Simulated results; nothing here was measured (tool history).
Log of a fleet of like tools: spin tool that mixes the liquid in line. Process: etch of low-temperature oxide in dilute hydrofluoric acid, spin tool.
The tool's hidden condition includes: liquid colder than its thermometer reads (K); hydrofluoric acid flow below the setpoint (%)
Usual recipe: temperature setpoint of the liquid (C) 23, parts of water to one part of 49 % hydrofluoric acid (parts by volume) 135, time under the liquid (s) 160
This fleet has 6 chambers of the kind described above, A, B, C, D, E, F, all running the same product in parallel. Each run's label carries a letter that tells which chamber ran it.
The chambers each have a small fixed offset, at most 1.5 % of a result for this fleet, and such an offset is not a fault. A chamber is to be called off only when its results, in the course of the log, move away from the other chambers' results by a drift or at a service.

| run | day | temperature setpoint of the liquid (C) | parts of water to one part of 49 % hydrofluoric acid (parts by volume) | time under the liquid (s) | hours since the thermometer was replaced | hours since the hydrofluoric acid flow meter was replaced | read-back film thickness of the low-temperature oxide reference wafer, read on the same gauge (nm) | thickness taken off the low-temperature oxide on a monitor wafer (nm) |
|---|---|---|---|---|---|---|---|---|
| 1A | 0.117 | 23 | 135 | 160 | 1283.8 | 430.6 | 99.968 | 17.271 |
| 2D | 0.296 | 23 | 135 | 160 | 1396.4 | 1123.0 | 99.989 | 17.212 |
| 3C | 0.404 | 23 | 135 | 160 | 49.2 | 153.5 | 100.020 | 17.382 |
| 4F | 0.538 | 23 | 135 | 160 | 1167.6 | 615.1 | 100.000 | 17.450 |
| 5B | 0.638 | 23 | 135 | 160 | 18.8 | 600.0 | 100.050 | 17.171 |
| 6E | 0.812 | 23 | 135 | 160 | 473.7 | 331.5 | 99.970 | 17.457 |
| 7F | 0.979 | 23 | 135 | 160 | 1178.2 | 625.7 | 99.984 | 17.324 |
| 8D | 1.171 | 23 | 135 | 160 | 1417.4 | 1144.0 | 99.991 | 17.085 |
| 9A | 1.396 | 23 | 135 | 160 | 1314.5 | 461.3 | 100.020 | 17.079 |
| 10C | 1.504 | 23 | 135 | 160 | 75.6 | 179.9 | 99.984 | 17.394 |
| 11E | 1.683 | 23 | 135 | 160 | 494.6 | 352.4 | 99.936 | 17.501 |
| 12B | 1.867 | 23 | 135 | 160 | 48.3 | 629.5 | 99.949 | 17.175 |
| 13E | 2.050 | 23 | 135 | 160 | 503.4 | 361.2 | 100.000 | 17.182 |
| 14F | 2.192 | 23 | 135 | 160 | 1207.3 | 654.8 | 100.030 | 16.693 |
| 15D | 2.379 | 20 | 135 | 225 | 1446.4 | 1173.0 | 99.984 | 21.480 |
| 16A | 2.592 | 20 | 135 | 225 | 1343.2 | 490.0 | 100.010 | 21.648 |
| 17C | 2.779 | 20 | 135 | 225 | 106.2 | 210.5 | 100.010 | 21.747 |
| 18B | 2.908 | 20 | 135 | 225 | 73.3 | 654.5 | 100.030 | 21.506 |
| 19F | 3.054 | 20 | 135 | 225 | 1228.0 | 675.5 | 99.981 | 20.955 |
| 20B | 3.188 | 20 | 135 | 225 | 80.0 | 661.2 | 99.998 | 21.415 |
| 21E | 3.304 | 23 | 135 | 160 | 533.5 | 391.3 | 99.994 | 17.281 |
| 22A | 3.467 | 23 | 135 | 160 | 1364.2 | 511.0 | 99.987 | 17.248 |
| 23D | 3.667 | 23 | 135 | 160 | 1477.3 | 1203.9 | 99.992 | 16.985 |
| 24C | 3.788 | 23 | 135 | 160 | 130.4 | 234.7 | 100.030 | 17.050 |
| 25E | 4.008 | 23 | 135 | 160 | 550.4 | 408.2 | 100.010 | 17.184 |
| 26F | 4.179 | 23 | 135 | 160 | 1255.0 | 702.5 | 100.000 | 16.420 |
| 27C | 4.383 | 23 | 135 | 160 | 144.7 | 249.0 | 99.970 | 17.091 |
| 28A | 4.567 | 23 | 135 | 160 | 1390.6 | 537.4 | 99.984 | 17.028 |
| 29D | 4.767 | 23 | 135 | 160 | 1503.7 | 1230.3 | 99.976 | 17.221 |
| 30B | 4.988 | 23 | 135 | 160 | 123.2 | 704.4 | 100.010 | 17.047 |
| 31E | 5.212 | 26 | 115 | 160 | 579.3 | 437.1 | 99.987 | 23.662 |
| 32A | 5.404 | 26 | 115 | 160 | 1410.7 | 557.5 | 100.020 | 23.220 |
| 33F | 5.525 | 26 | 115 | 160 | 1287.3 | 734.8 | 99.986 | 21.742 |
| 34C | 5.658 | 26 | 115 | 160 | 175.3 | 279.6 | 100.000 | 23.407 |
| 35D | 5.875 | 26 | 115 | 160 | 1530.3 | 1256.9 | 99.982 | 22.934 |
| 36B | 5.988 | 26 | 115 | 160 | 147.2 | 728.4 | 99.993 | 23.527 |
| 37A | 6.200 | 23 | 135 | 160 | 1429.8 | 576.6 | 100.000 | 17.241 |
| 38C | 6.354 | 23 | 135 | 160 | 192.0 | 296.3 | 100.010 | 17.036 |
| 39B | 6.529 | 23 | 135 | 160 | 160.2 | 741.4 | 100.040 | 17.321 |

Predict what each chamber gives when all 6 of them run the settings below next.
| 40A | 6.688 | 23 | 135 | 160 |  |  |  | ? |
| 40B | 6.688 | 23 | 135 | 160 |  |  |  | ? |
| 40C | 6.688 | 23 | 135 | 160 |  |  |  | ? |
| 40D | 6.688 | 23 | 135 | 160 |  |  |  | ? |
| 40E | 6.688 | 23 | 135 | 160 |  |  |  | ? |
| 40F | 6.688 | 23 | 135 | 160 |  |  |  | ? |

| run | thickness taken off the low-temperature oxide on a monitor wafer (nm) |
|---|---|
| 40A | 17.232 |
| 40B | 17.188 |
| 40C | 17.121 |
| 40D | 17.021 |
| 40E | 17.324 |
| 40F | 15.955 |
